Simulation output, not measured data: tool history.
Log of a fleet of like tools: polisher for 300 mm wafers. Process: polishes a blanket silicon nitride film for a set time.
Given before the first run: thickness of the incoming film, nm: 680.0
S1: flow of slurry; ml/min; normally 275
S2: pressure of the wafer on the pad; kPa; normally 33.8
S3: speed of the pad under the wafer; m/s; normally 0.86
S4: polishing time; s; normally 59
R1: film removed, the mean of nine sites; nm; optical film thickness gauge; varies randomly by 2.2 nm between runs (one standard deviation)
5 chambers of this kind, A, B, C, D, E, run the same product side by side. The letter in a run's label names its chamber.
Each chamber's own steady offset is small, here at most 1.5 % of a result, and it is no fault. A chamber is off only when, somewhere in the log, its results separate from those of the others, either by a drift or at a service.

run 1D hour=10.9 | S1=275 S2=33.8 S3=0.86 S4=59 | R1=151.79
run 2A hour=20.2 | S1=275 S2=33.8 S3=0.86 S4=59 | R1=153.60
run 3C hour=28.4 | S1=275 S2=33.8 S3=0.86 S4=59 | R1=152.63
run 4E hour=34.6 | S1=275 S2=33.8 S3=0.86 S4=59 | R1=155.40
-- hour=41.0 chamber B: worn pad replaced by a new one
run 5B hour=42.2 | S1=275 S2=33.8 S3=0.86 S4=59 | R1=153.54
run 6E hour=52.8 | S1=275 S2=33.8 S3=0.86 S4=59 | R1=150.27
run 7D hour=61.4 | S1=275 S2=33.8 S3=0.86 S4=59 | R1=153.39
run 8C hour=66.6 | S1=275 S2=33.8 S3=0.86 S4=59 | R1=153.05
run 9A hour=72.5 | S1=275 S2=33.8 S3=0.86 S4=59 | R1=148.23
-- hour=73.9 chamber D: worn pad replaced by a new one
run 10B hour=78.2 | S1=275 S2=33.8 S3=0.86 S4=59 | R1=149.62
-- hour=83.3 chamber A: worn pad replaced by a new one
run 11A hour=87.7 | S1=275 S2=33.8 S3=0.86 S4=59 | R1=151.15
run 12E hour=94.6 | S1=275 S2=33.8 S3=0.70 S4=49 | R1=108.27
run 13B hour=99.6 | S1=275 S2=33.8 S3=0.70 S4=49 | R1=107.50
-- hour=101.0 chamber C: worn pad replaced by a new one
run 14D hour=108.6 | S1=275 S2=33.8 S3=0.70 S4=49 | R1=106.67
run 15C hour=119.7 | S1=275 S2=33.8 S3=0.70 S4=49 | R1=105.28
-- hour=127.1 chamber E: head pressure recalibrated
run 16B hour=128.6 | S1=275 S2=33.8 S3=0.70 S4=49 | R1=105.81
run 17C hour=134.1 | S1=275 S2=39.3 S3=0.86 S4=59 | R1=178.69
run 18D hour=142.8 | S1=275 S2=39.3 S3=0.86 S4=59 | R1=176.62
-- hour=153.2 chamber E: slurry nozzle cleaned
run 19E hour=153.7 | S1=275 S2=39.3 S3=0.86 S4=59 | R1=172.11
run 20A hour=162.9 | S1=275 S2=39.3 S3=0.86 S4=59 | R1=176.13
-- hour=168.0 chamber B: worn pad replaced by a new one
run 21E hour=170.2 | S1=275 S2=39.3 S3=0.86 S4=59 | R1=170.29
-- hour=174.0 chamber D: worn pad replaced by a new one
run 22D hour=175.7 | S1=275 S2=33.8 S3=0.86 S4=59 | R1=153.72
-- hour=182.0 chamber A: worn pad replaced by a new one
run 23B hour=183.7 | S1=275 S2=33.8 S3=0.86 S4=59 | R1=147.53
-- hour=184.9 chamber C: worn pad replaced by a new one
-- hour=187.1 chamber C: head pressure recalibrated
run 24C hour=191.0 | S1=275 S2=33.8 S3=0.86 S4=59 | R1=151.50
run 25A hour=199.8 | S1=275 S2=33.8 S3=0.86 S4=59 | R1=153.87
run 26E hour=204.9 | S1=340 S2=33.8 S3=0.62 S4=59 | R1=112.37
run 27C hour=211.1 | S1=340 S2=33.8 S3=0.62 S4=59 | R1=119.14
-- hour=216.8 chamber A: slurry nozzle cleaned
run 28D hour=217.5 | S1=340 S2=33.8 S3=0.62 S4=59 | R1=118.54
run 29B hour=223.4 | S1=340 S2=33.8 S3=0.62 S4=59 | R1=117.12
-- hour=229.4 chamber A: head pressure recalibrated
run 30A hour=231.4 | S1=340 S2=33.8 S3=0.62 S4=59 | R1=118.10
run 31C hour=238.6 | S1=275 S2=33.8 S3=0.86 S4=59 | R1=149.19
run 32D hour=249.4 | S1=275 S2=33.8 S3=0.70 S4=77 | R1=167.60
run 33A hour=255.1 | S1=275 S2=33.8 S3=0.70 S4=77 | R1=169.42
-- hour=256.8 chamber D: worn pad replaced by a new one
-- hour=260.6 chamber D: slurry nozzle cleaned
run 34B hour=263.0 | S1=275 S2=33.8 S3=0.70 S4=77 | R1=169.53
run 35E hour=268.6 | S1=275 S2=33.8 S3=0.70 S4=77 | R1=152.60
-- hour=273.6 chamber C: worn pad replaced by a new one
-- hour=277.7 chamber A: worn pad replaced by a new one
run 36E hour=278.6 | S1=275 S2=33.8 S3=0.70 S4=77 | R1=155.10
run 37C hour=288.9 | S1=275 S2=33.8 S3=0.86 S4=59 | R1=156.82
run 38A hour=296.3 | S1=275 S2=33.8 S3=0.86 S4=59 | R1=149.37
-- hour=301.9 chamber B: worn pad replaced by a new one
run 39B hour=304.0 | S1=275 S2=33.8 S3=0.86 S4=59 | R1=147.34
run 40D hour=313.5 | S1=275 S2=33.8 S3=0.86 S4=59 | R1=156.82
run 41B hour=321.1 | S1=275 S2=33.8 S3=0.86 S4=59 | R1=148.41
run 42D hour=327.8 | S1=275 S2=33.8 S3=0.86 S4=59 | R1=153.33
run 43E hour=335.5 | S1=275 S2=33.8 S3=0.86 S4=59 | R1=134.22

What goes on in this fleet: one chamber off, a drifting gauge, or nothing beyond the chambers' own small offsets? Name the chamber and the cause, if any.

Little by little, chamber E moves away from the other chambers.
Cause: removal rate lost through wear of the pad, % = 12.2.

Which of the 4 candidates below, each the usual settings with something changed and its results left as question marks, puts chamber E back in line with what the other chambers give on the usual settings?
In-line tolerance around the mean of the other chambers on the usual settings: R1 7.60 nm
run 44E-1 hour=343.4 | S1=275 S2=32.4 S3=0.82 S4=56 | R1=?
run 44E-2 hour=343.4 | S1=275 S2=37.9 S3=0.86 S4=59 | R1=?
run 44E-3 hour=343.4 | S1=275 S2=34.5 S3=0.88 S4=59 | R1=?
run 44E-4 hour=343.4 | S1=275 S2=32.4 S3=0.86 S4=59 | R1=?

Mean of the other chambers on the usual settings: R1 152.39 nm
run=44E-1 R1=117.27
run=44E-2 R1=150.32
run=44E-3 R1=139.13
run=44E-4 R1=128.36
With 44E-2, the chamber falls back in line with the rest.
